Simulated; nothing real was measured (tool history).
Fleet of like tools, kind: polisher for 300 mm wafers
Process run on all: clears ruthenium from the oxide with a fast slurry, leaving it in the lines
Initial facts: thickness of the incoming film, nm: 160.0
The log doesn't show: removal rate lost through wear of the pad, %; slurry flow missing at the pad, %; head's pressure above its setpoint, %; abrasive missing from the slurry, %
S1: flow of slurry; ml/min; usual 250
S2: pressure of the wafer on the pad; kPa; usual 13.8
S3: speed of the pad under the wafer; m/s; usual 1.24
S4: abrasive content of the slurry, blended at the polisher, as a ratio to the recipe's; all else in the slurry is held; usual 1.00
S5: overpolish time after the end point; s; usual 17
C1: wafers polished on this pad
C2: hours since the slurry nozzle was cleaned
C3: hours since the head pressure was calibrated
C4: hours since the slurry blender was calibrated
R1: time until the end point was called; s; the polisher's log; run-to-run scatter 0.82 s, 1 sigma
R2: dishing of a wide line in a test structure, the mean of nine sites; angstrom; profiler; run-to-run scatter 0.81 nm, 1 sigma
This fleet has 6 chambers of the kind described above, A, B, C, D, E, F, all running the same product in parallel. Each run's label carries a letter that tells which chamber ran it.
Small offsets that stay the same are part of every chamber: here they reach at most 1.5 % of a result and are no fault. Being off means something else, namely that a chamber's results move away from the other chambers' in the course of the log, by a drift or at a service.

run,day,S1,S2,S3,S4,S5,C1,C2,C3,C4,R1,R2
1F,0.208,250,13.8,1.24,1.00,17,438,131.2,84.0,234.7,45.480,491.83
# day 0.225: chamber A: worn pad replaced by a new one
# day 0.362: chamber B: worn pad replaced by a new one
2D,0.446,250,13.8,1.24,1.00,17,185,466.4,161.9,164.1,45.279,468.04
3E,0.696,250,13.8,1.24,1.00,17,351,446.9,985.8,190.5,46.366,466.17
4C,0.879,250,13.8,1.24,1.00,17,330,705.7,545.0,179.7,47.430,473.01
# day 1.133: chamber A: slurry nozzle cleaned
5A,1.212,250,13.8,1.24,1.00,17,233,1.9,378.1,92.7,45.562,481.13
# day 1.312: chamber E: slurry nozzle cleaned
# day 1.504: chamber F: worn pad replaced by a new one
6B,1.592,330,13.8,1.24,1.00,24,290,371.4,360.3,48.7,45.943,666.85
7C,1.767,330,13.8,1.24,1.00,24,540,727.0,566.3,201.0,44.497,659.78
# day 1.867: chamber E: slurry blender recalibrated
8F,1.962,330,13.8,1.24,1.00,24,109,173.3,126.1,276.8,46.665,655.66
# day 2.046: chamber A: head pressure recalibrated
# day 2.096: chamber D: worn pad replaced by a new one
9D,2.188,330,13.8,1.24,1.00,24,22,508.2,203.7,205.9,44.956,679.65
# day 2.262: chamber A: slurry blender recalibrated
10B,2.354,330,13.8,1.24,1.00,24,470,389.7,378.6,67.0,46.476,663.44
# day 2.362: chamber C: head pressure recalibrated
# day 2.475: chamber F: slurry blender recalibrated
11E,2.596,330,13.8,1.24,1.00,24,799,30.9,1031.4,17.6,46.772,669.13
# day 2.662: chamber C: slurry nozzle cleaned
12A,2.875,250,13.8,1.24,1.00,17,626,41.8,20.0,14.8,46.347,465.76
13E,3.129,250,13.8,1.24,1.00,17,925,43.7,1044.2,30.4,48.583,479.63
14A,3.483,250,13.8,1.24,1.00,17,769,56.4,34.6,29.4,46.706,470.05
# day 3.725: chamber C: worn pad replaced by a new one
# day 3.762: chamber E: worn pad replaced by a new one
15B,3.846,250,13.8,1.24,1.00,17,822,425.5,414.4,102.8,48.514,470.33
# day 3.992: chamber A: worn pad replaced by a new one
# day 4.075: chamber B: worn pad replaced by a new one
16D,4.121,250,13.8,1.24,1.00,17,478,554.6,250.1,252.3,46.925,474.95
17F,4.304,250,13.8,1.24,1.00,17,661,229.5,182.3,43.9,47.080,465.25
18C,4.483,250,13.8,1.24,1.00,17,179,43.7,50.9,266.2,47.442,477.25
# day 4.662: chamber D: slurry nozzle cleaned
# day 4.725: chamber D: worn pad replaced by a new one
# day 4.729: chamber F: worn pad replaced by a new one
19D,4.808,250,13.8,1.24,1.00,17,20,3.6,266.6,268.8,45.958,475.08
20F,4.979,250,13.8,1.24,1.00,17,59,245.7,198.5,60.1,47.839,473.63
# day 5.196: chamber C: slurry blender recalibrated
21A,5.354,250,13.8,1.24,1.00,17,321,101.3,79.5,74.3,47.220,475.80
22C,5.646,250,13.8,1.24,1.00,17,453,71.6,78.8,10.9,47.308,480.27
23B,6.012,185,11.7,1.24,1.00,17,458,477.5,466.4,154.8,59.404,397.52
24E,6.367,185,11.7,1.24,1.00,17,615,121.4,1121.9,108.1,58.937,396.89
# day 6.421: chamber B: slurry nozzle cleaned
25C,6.646,185,11.7,1.24,1.00,17,689,95.6,102.8,34.9,58.517,394.22
# day 6.704: chamber D: slurry blender recalibrated
# day 6.758: chamber A: slurry blender recalibrated
26B,6.883,185,11.7,1.24,1.00,17,663,11.2,487.3,175.7,59.668,397.64
27F,7.179,185,11.7,1.24,1.00,17,578,298.5,251.3,112.9,57.604,397.14
# day 7.183: chamber B: slurry blender recalibrated
# day 7.258: chamber E: head pressure recalibrated
# day 7.317: chamber D: head pressure recalibrated
28E,7.421,185,11.7,1.24,1.00,17,864,146.7,3.9,133.4,56.719,389.02
# day 7.650: chamber C: worn pad replaced by a new one
29A,7.675,250,13.8,1.24,1.00,17,869,157.0,135.2,22.1,46.043,455.89
# day 7.683: chamber B: worn pad replaced by a new one
# day 7.875: chamber D: worn pad replaced by a new one
30D,7.892,250,13.8,1.24,1.00,17,4,77.6,13.9,28.5,46.274,475.45
# day 7.950: chamber A: worn pad replaced by a new one
# day 7.979: chamber F: worn pad replaced by a new one
31F,8.096,250,13.8,1.24,1.00,17,27,320.5,273.3,134.9,46.803,472.45
32A,8.342,250,13.8,1.56,1.00,17,93,173.0,151.2,38.1,37.441,584.13
33D,8.512,250,13.8,1.56,1.00,17,150,92.5,28.8,43.4,36.621,589.21
# day 8.721: chamber E: worn pad replaced by a new one
34C,8.796,250,13.8,1.56,1.00,17,271,147.2,154.4,86.5,37.131,586.58
35B,8.996,250,13.8,1.56,1.00,17,310,61.9,538.0,43.6,37.209,589.97
36E,9.292,250,13.8,1.56,1.00,17,134,191.6,48.8,178.3,38.497,578.62
37D,9.500,250,13.8,1.56,1.00,17,383,116.2,52.5,67.1,37.142,581.87
38E,9.858,250,13.8,1.24,1.00,17,268,205.2,62.4,191.9,46.778,478.79
39C,10.133,250,13.8,1.24,1.00,17,587,179.3,186.5,118.6,48.179,460.54
40F,10.392,250,13.8,1.24,1.25,17,569,375.6,328.4,190.0,42.979,529.75
41B,10.562,250,13.8,1.24,1.25,17,680,99.5,575.6,81.2,43.494,522.59
42A,10.917,250,13.8,1.24,1.25,17,701,234.8,213.0,99.9,42.852,515.01

Has any chamber moved away from the others, gradually or after a service, or does the common gauge drift, or do the chambers differ only by their own small steady offsets? State the chamber and the most likely cause if one applies.

Beyond each chamber's small constant offset nothing stands out, and the gauge stays steady.
